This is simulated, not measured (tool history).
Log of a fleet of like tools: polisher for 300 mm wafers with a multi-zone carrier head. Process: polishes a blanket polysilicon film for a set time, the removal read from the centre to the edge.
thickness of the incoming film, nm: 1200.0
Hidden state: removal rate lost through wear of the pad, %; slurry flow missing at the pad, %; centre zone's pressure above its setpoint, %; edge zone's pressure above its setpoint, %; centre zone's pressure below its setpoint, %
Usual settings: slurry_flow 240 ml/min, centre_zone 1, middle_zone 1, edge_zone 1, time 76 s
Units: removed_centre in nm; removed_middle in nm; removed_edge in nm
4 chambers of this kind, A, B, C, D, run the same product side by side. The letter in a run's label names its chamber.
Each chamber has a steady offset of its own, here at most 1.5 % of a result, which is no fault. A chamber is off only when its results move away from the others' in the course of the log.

| run | hour | slurry_flow | centre_zone | middle_zone | edge_zone | time | wafers polished on this pad | hours since the slurry nozzle was cleaned | hours since the centre zone pressure was calibrated | hours since the edge zone pressure was calibrated | removed_centre | removed_middle | removed_edge |
|---|---|---|---|---|---|---|---|---|---|---|---|---|---|
|  | 0.4 | chamber C: slurry nozzle cleaned |
| 1B | 6.5 | 240 | 1 | 1 | 1 | 76 | 584 | 116.6 | 1196.3 | 366.4 | 313.77 | 312.52 | 312.48 |
| 2C | 13 | 240 | 1 | 1 | 1 | 76 | 597 | 12.7 | 331.5 | 997.8 | 316.29 | 312.67 | 318.94 |
| 3A | 22.3 | 240 | 1 | 1 | 1 | 76 | 670 | 174.3 | 281.6 | 362.2 | 317.47 | 314.09 | 312.6 |
|  | 22.7 | chamber A: worn pad replaced by a new one |
|  | 31 | chamber A: edge zone pressure recalibrated |
| 4D | 31.5 | 240 | 1 | 1 | 1 | 76 | 513 | 430.9 | 248.2 | 142.7 | 319.59 | 309.54 | 315.09 |
| 5B | 37.5 | 290 | 1 | 1 | 1 | 76 | 783 | 147.6 | 1227.3 | 397.4 | 316.11 | 316.83 | 316.91 |
|  | 43 | chamber B: worn pad replaced by a new one |
| 6A | 46.1 | 290 | 1 | 1 | 1 | 76 | 151 | 198.1 | 305.4 | 15.2 | 327.41 | 315.13 | 318.42 |
| 7C | 54.2 | 290 | 1 | 1 | 1 | 76 | 862 | 53.9 | 372.7 | 1039 | 315.65 | 317.46 | 318.18 |
| 8D | 61.5 | 290 | 1 | 1 | 1 | 76 | 706 | 460.9 | 278.2 | 172.7 | 321.27 | 319.97 | 316.89 |
|  | 64 | chamber C: worn pad replaced by a new one |
| 9D | 70.9 | 240 | 1 | 1 | 1 | 76 | 767 | 470.3 | 287.6 | 182.1 | 311.64 | 312.87 | 311.05 |
| 10B | 76.9 | 240 | 1 | 1 | 1 | 76 | 218 | 187 | 1266.7 | 436.8 | 312.16 | 311.26 | 312.04 |
| 11C | 82.2 | 240 | 1 | 1 | 1 | 76 | 117 | 81.9 | 400.7 | 1067 | 318.74 | 314.36 | 312.01 |
| 12A | 87.1 | 240 | 1 | 1 | 1 | 76 | 414 | 239.1 | 346.4 | 56.2 | 315.18 | 312.97 | 307.92 |
| 13B | 94.4 | 240 | 1 | 1 | 1 | 76 | 330 | 204.5 | 1284.2 | 454.3 | 311.61 | 305.77 | 312.81 |
|  | 95.8 | chamber D: worn pad replaced by a new one |
| 14C | 100.8 | 240 | 1 | 0.89 | 0.93 | 76 | 237 | 100.5 | 419.3 | 1085.6 | 310.72 | 280.12 | 299.73 |
| 15D | 106.4 | 240 | 1 | 0.89 | 0.93 | 76 | 68 | 505.8 | 323.1 | 217.6 | 312.81 | 283.3 | 307.22 |
|  | 109.9 | chamber B: centre zone pressure recalibrated |
| 16A | 112.2 | 240 | 1 | 0.89 | 0.93 | 76 | 576 | 264.2 | 371.5 | 81.3 | 318.1 | 279.75 | 301.87 |
| 17C | 119.1 | 240 | 1 | 0.89 | 0.93 | 76 | 354 | 118.8 | 437.6 | 1103.9 | 314.79 | 278.49 | 301.84 |
|  | 125.5 | chamber A: worn pad replaced by a new one |
| 18A | 127.7 | 240 | 1 | 1 | 1 | 76 | 14 | 279.7 | 387 | 96.8 | 312.27 | 313.32 | 313.92 |
| 19B | 132.5 | 240 | 1 | 1 | 1 | 76 | 575 | 242.6 | 22.7 | 492.4 | 324.85 | 314.28 | 308.21 |
| 20D | 140.5 | 240 | 1.05 | 0.93 | 1 | 76 | 287 | 539.9 | 357.2 | 251.7 | 327.9 | 296.15 | 316.23 |
| 21C | 145.4 | 240 | 1.05 | 0.93 | 1 | 76 | 523 | 145.1 | 463.9 | 1130.2 | 329.27 | 294.21 | 317.48 |
|  | 149.1 | chamber B: edge zone pressure recalibrated |
| 22A | 153.8 | 240 | 1.05 | 0.93 | 1 | 76 | 182 | 305.8 | 413.1 | 122.9 | 332.17 | 286.92 | 310.7 |
|  | 158.5 | chamber D: centre zone pressure recalibrated |
| 23D | 162.3 | 240 | 1.05 | 0.93 | 1 | 76 | 427 | 561.7 | 3.8 | 273.5 | 331.9 | 294.51 | 316.98 |
| 24B | 167.7 | 240 | 1 | 1 | 1 | 76 | 802 | 277.8 | 57.9 | 18.7 | 325.66 | 310.72 | 314.31 |
| 25D | 176.1 | 240 | 1 | 1 | 1 | 76 | 516 | 575.5 | 17.6 | 287.3 | 313.2 | 309.86 | 316.64 |
| 26A | 182.3 | 240 | 0.9 | 1.04 | 1 | 76 | 365 | 334.3 | 441.6 | 151.4 | 281.73 | 321.54 | 311.67 |

What goes on in this fleet: one chamber off, a drifting gauge, or nothing beyond the chambers' own small offsets? Name the chamber and the cause, if any.

A service left chamber B off against the others.
Cause: centre zone's pressure above its setpoint, % = 4.69.

Here are 4 candidates for chamber B's next run, each the usual settings with a change, their results left as question marks. Which one brings its results back in line with what the others give on the usual settings?
In line means no further than this from the other chambers' mean on the usual settings: removed_centre 8.1 nm; removed_middle 7.7 nm; removed_edge 10 nm
| 27B-1 | 189.2 | 245 | 1.03 | 1 | 0.99 | 76 |  |  |  |  | ? | ? | ? |
| 27B-2 | 189.2 | 235 | 0.93 | 1.01 | 1.03 | 76 |  |  |  |  | ? | ? | ? |
| 27B-3 | 189.2 | 245 | 1.07 | 0.99 | 0.97 | 76 |  |  |  |  | ? | ? | ? |
| 27B-4 | 189.2 | 235 | 0.97 | 1 | 1.01 | 76 |  |  |  |  | ? | ? | ? |

The other chambers' mean on the usual settings: removed_centre 314.96 nm; removed_middle 311.96 nm; removed_edge 313.26 nm
| run | removed_centre | removed_middle | removed_edge |
|---|---|---|---|
| 27B-1 | 338.3 | 312.95 | 311.96 |
| 27B-2 | 301.43 | 314.46 | 317.27 |
| 27B-3 | 352.35 | 309.98 | 308.73 |
| 27B-4 | 315.42 | 311.5 | 314.06 |
27B-4 brings the chamber back in line.
